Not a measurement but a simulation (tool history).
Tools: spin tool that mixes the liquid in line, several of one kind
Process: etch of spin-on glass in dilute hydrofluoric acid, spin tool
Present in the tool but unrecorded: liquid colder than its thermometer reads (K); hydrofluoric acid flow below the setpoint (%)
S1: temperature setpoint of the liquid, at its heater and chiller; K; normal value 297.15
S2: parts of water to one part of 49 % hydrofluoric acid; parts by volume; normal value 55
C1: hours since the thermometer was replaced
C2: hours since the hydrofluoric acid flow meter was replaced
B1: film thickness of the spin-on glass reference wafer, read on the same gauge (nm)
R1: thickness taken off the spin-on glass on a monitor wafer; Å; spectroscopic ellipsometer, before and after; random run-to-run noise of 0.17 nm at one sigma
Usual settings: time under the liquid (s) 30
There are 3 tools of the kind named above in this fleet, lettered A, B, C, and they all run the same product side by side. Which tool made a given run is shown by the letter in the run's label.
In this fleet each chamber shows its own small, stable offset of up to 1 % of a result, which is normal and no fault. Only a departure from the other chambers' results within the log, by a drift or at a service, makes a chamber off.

{"run": "1A", "hour": 6.7, "S1": 297.15, "S2": 55, "time under the liquid (s)": 30, "C1": 906.5, "C2": 814.1, "B1": 89.999, "R1": 252.82}
{"run": "2C", "hour": 14.8, "S1": 297.15, "S2": 55, "time under the liquid (s)": 30, "C1": 1390.2, "C2": 248.4, "B1": 89.978, "R1": 252.17}
{"run": "3B", "hour": 19.0, "S1": 297.15, "S2": 55, "time under the liquid (s)": 30, "C1": 397.9, "C2": 1282.0, "B1": 90.019, "R1": 252.83}
{"run": "4B", "hour": 24.0, "S1": 297.15, "S2": 55, "time under the liquid (s)": 30, "C1": 402.9, "C2": 1287.0, "B1": 90.021, "R1": 256.65}
{"run": "5C", "hour": 30.4, "S1": 297.15, "S2": 55, "time under the liquid (s)": 30, "C1": 1405.8, "C2": 264.0, "B1": 90.029, "R1": 251.99}
{"run": "6A", "hour": 38.6, "S1": 297.15, "S2": 55, "time under the liquid (s)": 30, "C1": 938.4, "C2": 846.0, "B1": 89.971, "R1": 255.11}
{"run": "7A", "hour": 44.7, "S1": 297.15, "S2": 55, "time under the liquid (s)": 30, "C1": 944.5, "C2": 852.1, "B1": 89.984, "R1": 253.66}
{"run": "8C", "hour": 50.1, "S1": 297.15, "S2": 55, "time under the liquid (s)": 30, "C1": 1425.5, "C2": 283.7, "B1": 90.007, "R1": 254.43}
{"run": "9B", "hour": 55.4, "S1": 297.15, "S2": 55, "time under the liquid (s)": 30, "C1": 434.3, "C2": 1318.4, "B1": 89.967, "R1": 249.29}
{"run": "10C", "hour": 63.1, "S1": 297.15, "S2": 55, "time under the liquid (s)": 20, "C1": 1438.5, "C2": 296.7, "B1": 90.008, "R1": 169.07}
{"run": "11A", "hour": 69.1, "S1": 297.15, "S2": 55, "time under the liquid (s)": 20, "C1": 968.9, "C2": 876.5, "B1": 90.007, "R1": 169.24}
{"run": "12B", "hour": 76.9, "S1": 297.15, "S2": 55, "time under the liquid (s)": 20, "C1": 455.8, "C2": 1339.9, "B1": 90.011, "R1": 163.36}
{"run": "13C", "hour": 81.0, "S1": 297.15, "S2": 55, "time under the liquid (s)": 30, "C1": 1456.4, "C2": 314.6, "B1": 89.99, "R1": 249.81}
{"run": "14B", "hour": 89.0, "S1": 297.15, "S2": 55, "time under the liquid (s)": 30, "C1": 467.9, "C2": 1352.0, "B1": 89.952, "R1": 243.37}
{"run": "15A", "hour": 95.8, "S1": 297.15, "S2": 55, "time under the liquid (s)": 30, "C1": 995.6, "C2": 903.2, "B1": 90.02, "R1": 255.26}
{"run": "16B", "hour": 103.6, "S1": 297.15, "S2": 55, "time under the liquid (s)": 30, "C1": 482.5, "C2": 1366.6, "B1": 90.004, "R1": 248.14}
{"run": "17C", "hour": 110.9, "S1": 297.15, "S2": 55, "time under the liquid (s)": 30, "C1": 1486.3, "C2": 344.5, "B1": 90.024, "R1": 247.78}
{"run": "18A", "hour": 115.6, "S1": 297.15, "S2": 55, "time under the liquid (s)": 30, "C1": 1015.4, "C2": 923.0, "B1": 90.024, "R1": 254.95}
{"run": "19A", "hour": 121.7, "S1": 297.15, "S2": 55, "time under the liquid (s)": 30, "C1": 1021.5, "C2": 929.1, "B1": 90.01, "R1": 253.65}
{"run": "20C", "hour": 127.4, "S1": 298.65, "S2": 55, "time under the liquid (s)": 45, "C1": 1502.8, "C2": 361.0, "B1": 90.022, "R1": 401.21}
{"run": "21B", "hour": 131.9, "S1": 298.65, "S2": 55, "time under the liquid (s)": 45, "C1": 510.8, "C2": 1394.9, "B1": 90.019, "R1": 380.6}
{"run": "22B", "hour": 136.5, "S1": 298.65, "S2": 55, "time under the liquid (s)": 45, "C1": 515.4, "C2": 1399.5, "B1": 90.021, "R1": 383.75}
{"run": "23C", "hour": 143.8, "S1": 297.15, "S2": 55, "time under the liquid (s)": 30, "C1": 1519.2, "C2": 377.4, "B1": 89.971, "R1": 253.4}
{"run": "24A", "hour": 149.9, "S1": 297.15, "S2": 55, "time under the liquid (s)": 30, "C1": 1049.7, "C2": 957.3, "B1": 90.005, "R1": 254.0}

Next, every chamber runs the same settings. What will each give?
{"run": "25A", "hour": 156.0, "S1": 292.65, "S2": 55, "time under the liquid (s)": 30, "R1": "?"}
{"run": "25B", "hour": 156.0, "S1": 292.65, "S2": 55, "time under the liquid (s)": 30, "R1": "?"}
{"run": "25C", "hour": 156.0, "S1": 292.65, "S2": 55, "time under the liquid (s)": 30, "R1": "?"}

run=25A R1=208.47
run=25B R1=195.81
run=25C R1=208.44
